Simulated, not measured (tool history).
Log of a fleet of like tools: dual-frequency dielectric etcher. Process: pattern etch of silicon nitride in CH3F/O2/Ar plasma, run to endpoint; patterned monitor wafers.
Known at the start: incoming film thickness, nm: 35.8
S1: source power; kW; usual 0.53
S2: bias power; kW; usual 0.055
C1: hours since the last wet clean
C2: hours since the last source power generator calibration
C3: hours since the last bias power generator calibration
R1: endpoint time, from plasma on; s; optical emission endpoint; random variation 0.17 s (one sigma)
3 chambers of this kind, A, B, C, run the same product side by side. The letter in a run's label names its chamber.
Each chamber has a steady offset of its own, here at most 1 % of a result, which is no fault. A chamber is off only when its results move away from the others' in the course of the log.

{"run": "1C", "hour": 7.2, "S1": 0.53, "S2": 0.055, "C1": 218.2, "C2": 820.9, "C3": 1766.6, "R1": 51.176}
{"run": "2B", "hour": 18.0, "S1": 0.53, "S2": 0.055, "C1": 104.3, "C2": 1476.9, "C3": 207.5, "R1": 50.415}
{"run": "3A", "hour": 29.8, "S1": 0.53, "S2": 0.055, "C1": 397.9, "C2": 363.1, "C3": 839.2, "R1": 50.451}
{"run": "4A", "hour": 41.5, "S1": 0.53, "S2": 0.055, "C1": 409.6, "C2": 374.8, "C3": 850.9, "R1": 50.507}
{"run": "5B", "hour": 53.0, "S1": 0.53, "S2": 0.055, "C1": 139.3, "C2": 1511.9, "C3": 242.5, "R1": 50.381}
{"run": "6C", "hour": 63.3, "S1": 0.53, "S2": 0.055, "C1": 274.3, "C2": 877, "C3": 1822.7, "R1": 50.98}
{"run": "7A", "hour": 70.6, "S1": 0.53, "S2": 0.055, "C1": 438.7, "C2": 403.9, "C3": 880, "R1": 50.573}
{"run": "8B", "hour": 77.1, "S1": 0.53, "S2": 0.055, "C1": 163.4, "C2": 1536, "C3": 266.6, "R1": 50.504}
{"run": "9C", "hour": 85.1, "S1": 0.53, "S2": 0.055, "C1": 296.1, "C2": 898.8, "C3": 1844.5, "R1": 51.101}
{"run": "10A", "hour": 95.9, "S1": 0.53, "S2": 0.055, "C1": 464, "C2": 429.2, "C3": 905.3, "R1": 50.709}
{"run": "11C", "hour": 105.0, "S1": 0.49, "S2": 0.062, "C1": 316, "C2": 918.7, "C3": 1864.4, "R1": 50.688}
{"run": "12B", "hour": 118.3, "S1": 0.49, "S2": 0.062, "C1": 204.6, "C2": 1577.2, "C3": 307.8, "R1": 49.962}
{"run": "13B", "hour": 128.0, "S1": 0.49, "S2": 0.062, "C1": 214.3, "C2": 1586.9, "C3": 317.5, "R1": 50.44}
{"run": "14C", "hour": 134.7, "S1": 0.53, "S2": 0.055, "C1": 345.7, "C2": 948.4, "C3": 1894.1, "R1": 51.402}
{"run": "15A", "hour": 148.1, "S1": 0.53, "S2": 0.055, "C1": 516.2, "C2": 481.4, "C3": 957.5, "R1": 50.46}
{"run": "16B", "hour": 160.9, "S1": 0.41, "S2": 0.042, "C1": 247.2, "C2": 1619.8, "C3": 350.4, "R1": 60.827}
{"run": "17A", "hour": 173.8, "S1": 0.41, "S2": 0.042, "C1": 541.9, "C2": 507.1, "C3": 983.2, "R1": 60.805}
{"run": "18C", "hour": 182.6, "S1": 0.41, "S2": 0.042, "C1": 393.6, "C2": 996.3, "C3": 1942, "R1": 61.743}
{"run": "19A", "hour": 194.1, "S1": 0.53, "S2": 0.055, "C1": 562.2, "C2": 527.4, "C3": 1003.5, "R1": 50.595}
{"run": "20B", "hour": 204.3, "S1": 0.53, "S2": 0.055, "C1": 290.6, "C2": 1663.2, "C3": 393.8, "R1": 50.028}
{"hour": 209.0, "done": "chamber A: wet clean of the chamber"}
{"run": "21C", "hour": 212.3, "S1": 0.53, "S2": 0.055, "C1": 423.3, "C2": 1026, "C3": 1971.7, "R1": 51.542}
{"run": "22A", "hour": 219.1, "S1": 0.47, "S2": 0.064, "C1": 10.2, "C2": 552.4, "C3": 1028.5, "R1": 50.695}
{"run": "23B", "hour": 228.3, "S1": 0.47, "S2": 0.064, "C1": 314.6, "C2": 1687.2, "C3": 417.8, "R1": 50.265}
{"run": "24C", "hour": 235.0, "S1": 0.47, "S2": 0.064, "C1": 446, "C2": 1048.7, "C3": 1994.4, "R1": 51.648}
{"run": "25B", "hour": 244.5, "S1": 0.53, "S2": 0.055, "C1": 330.8, "C2": 1703.4, "C3": 434, "R1": 50.327}
{"run": "26A", "hour": 253.5, "S1": 0.53, "S2": 0.055, "C1": 44.6, "C2": 586.8, "C3": 1062.9, "R1": 50.697}

Is one chamber off against the others, does the gauge drift, or is nothing wrong? If a chamber is off, say which, and what the likeliest cause is.

Chamber C drifts away from the others.
Cause: etch rate under this chamber's usual, % = 1.88.
The log may not tell that from: source power that arrives under what is set, %; bias power that arrives under what is set, %.

Here are 4 candidates for chamber C's next run, each the usual settings with a change, their results left as question marks. Which one brings its results back in line with what the others give on the usual settings?
In line means no further than this from the other chambers' mean on the usual settings: R1 0.59 s
{"run": "27C-1", "hour": 263.1, "S1": 0.53, "S2": 0.064, "R1": "?"}
{"run": "27C-2", "hour": 263.1, "S1": 0.53, "S2": 0.06, "R1": "?"}
{"run": "27C-3", "hour": 263.1, "S1": 0.53, "S2": 0.047, "R1": "?"}
{"run": "27C-4", "hour": 263.1, "S1": 0.49, "S2": 0.055, "R1": "?"}

The other chambers' mean on the usual settings: R1 50.559 s
run=27C-1 R1=49.516
run=27C-2 R1=50.549
run=27C-3 R1=54.48
run=27C-4 R1=53.535
27C-2 brings the chamber back in line.
